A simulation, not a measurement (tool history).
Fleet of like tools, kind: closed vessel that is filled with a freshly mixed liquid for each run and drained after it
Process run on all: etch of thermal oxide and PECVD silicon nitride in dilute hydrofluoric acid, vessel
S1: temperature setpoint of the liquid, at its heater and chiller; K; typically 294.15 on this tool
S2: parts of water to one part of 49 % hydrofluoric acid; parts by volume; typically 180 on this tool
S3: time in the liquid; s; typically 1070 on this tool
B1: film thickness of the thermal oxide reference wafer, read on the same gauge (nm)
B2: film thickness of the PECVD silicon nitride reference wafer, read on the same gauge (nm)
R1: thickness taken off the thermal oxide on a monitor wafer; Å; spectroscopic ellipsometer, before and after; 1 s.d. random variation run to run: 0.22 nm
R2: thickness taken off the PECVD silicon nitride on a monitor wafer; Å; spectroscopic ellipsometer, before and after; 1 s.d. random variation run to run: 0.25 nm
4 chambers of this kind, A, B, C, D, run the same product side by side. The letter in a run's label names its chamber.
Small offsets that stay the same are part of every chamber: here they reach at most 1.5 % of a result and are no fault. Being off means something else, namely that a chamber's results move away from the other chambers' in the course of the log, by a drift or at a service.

run	hour	S1	S2	S3	B1	B2	R1	R2
1C	7.3	294.15	180	1070	29.994	69.973	231.85	263.20
2D	15.9	294.15	180	1070	30.018	70.041	223.34	262.41
3B	22.6	294.15	180	1070	30.038	70.029	224.62	266.70
4A	28.3	294.15	180	1070	30.000	70.035	220.22	261.01
5D	36.4	294.15	180	1070	30.023	70.015	227.76	269.37
6C	41.7	294.15	180	1070	29.994	70.000	228.24	267.81
7B	48.2	294.15	180	1070	29.965	70.015	228.25	265.47
8A	54.4	294.15	180	1070	30.005	70.012	228.39	263.05
9B	63.3	294.15	220	1070	30.020	70.043	184.13	221.86
10C	70.5	294.15	220	1070	29.996	69.979	179.56	222.17
11A	78.3	294.15	220	1070	30.012	70.009	176.51	220.55
12D	83.6	294.15	220	1070	29.981	70.022	175.67	217.56
13D	93.4	294.15	180	1070	29.974	70.015	227.22	265.46
14B	99.5	294.15	180	1070	29.971	70.027	228.62	273.19
15A	107.9	294.15	180	1070	29.991	70.009	218.94	258.10
16C	113.9	294.15	180	1070	30.012	69.980	229.75	267.73
# hour 118.0: chamber B: hydrofluoric acid flow meter replaced
17A	122.3	294.15	180	1070	29.995	70.003	220.10	255.05
18B	129.6	294.15	180	1070	30.015	70.043	225.60	263.51
19C	138.6	294.15	180	1070	30.003	69.998	232.15	265.83
20D	144.3	294.15	180	1070	30.033	70.036	224.83	260.22
21A	154.9	294.15	180	1070	29.975	70.017	215.44	248.88
22B	166.3	294.15	180	1070	30.003	70.010	226.21	268.51
23D	176.2	294.15	180	1070	29.983	70.040	227.41	264.48
24C	185.0	291.15	180	1070	30.016	70.040	205.22	223.05
25C	190.1	291.15	180	1070	30.005	69.997	202.83	221.58
26D	200.0	291.15	180	1070	29.952	69.996	199.65	216.13
27B	207.7	291.15	180	1070	30.007	70.009	204.62	219.29
28A	215.8	294.15	180	1070	29.971	69.970	209.99	238.39
29A	221.4	294.15	180	1070	30.053	70.007	209.40	234.03
30C	229.9	294.15	180	1070	30.020	70.036	231.86	267.53
31B	235.0	294.15	180	1070	30.013	70.027	224.27	268.51
32D	245.5	294.15	180	1070	29.994	70.026	223.30	264.36

Each of the 4 chambers runs these same settings next. Fill in every chamber's results:
33A	253.7	294.15	180	1070			?	?
33B	253.7	294.15	180	1070			?	?
33C	253.7	294.15	180	1070			?	?
33D	253.7	294.15	180	1070			?	?

run	R1	R2
33A	204.91	227.79
33B	228.83	264.95
33C	232.50	269.57
33D	224.56	258.41

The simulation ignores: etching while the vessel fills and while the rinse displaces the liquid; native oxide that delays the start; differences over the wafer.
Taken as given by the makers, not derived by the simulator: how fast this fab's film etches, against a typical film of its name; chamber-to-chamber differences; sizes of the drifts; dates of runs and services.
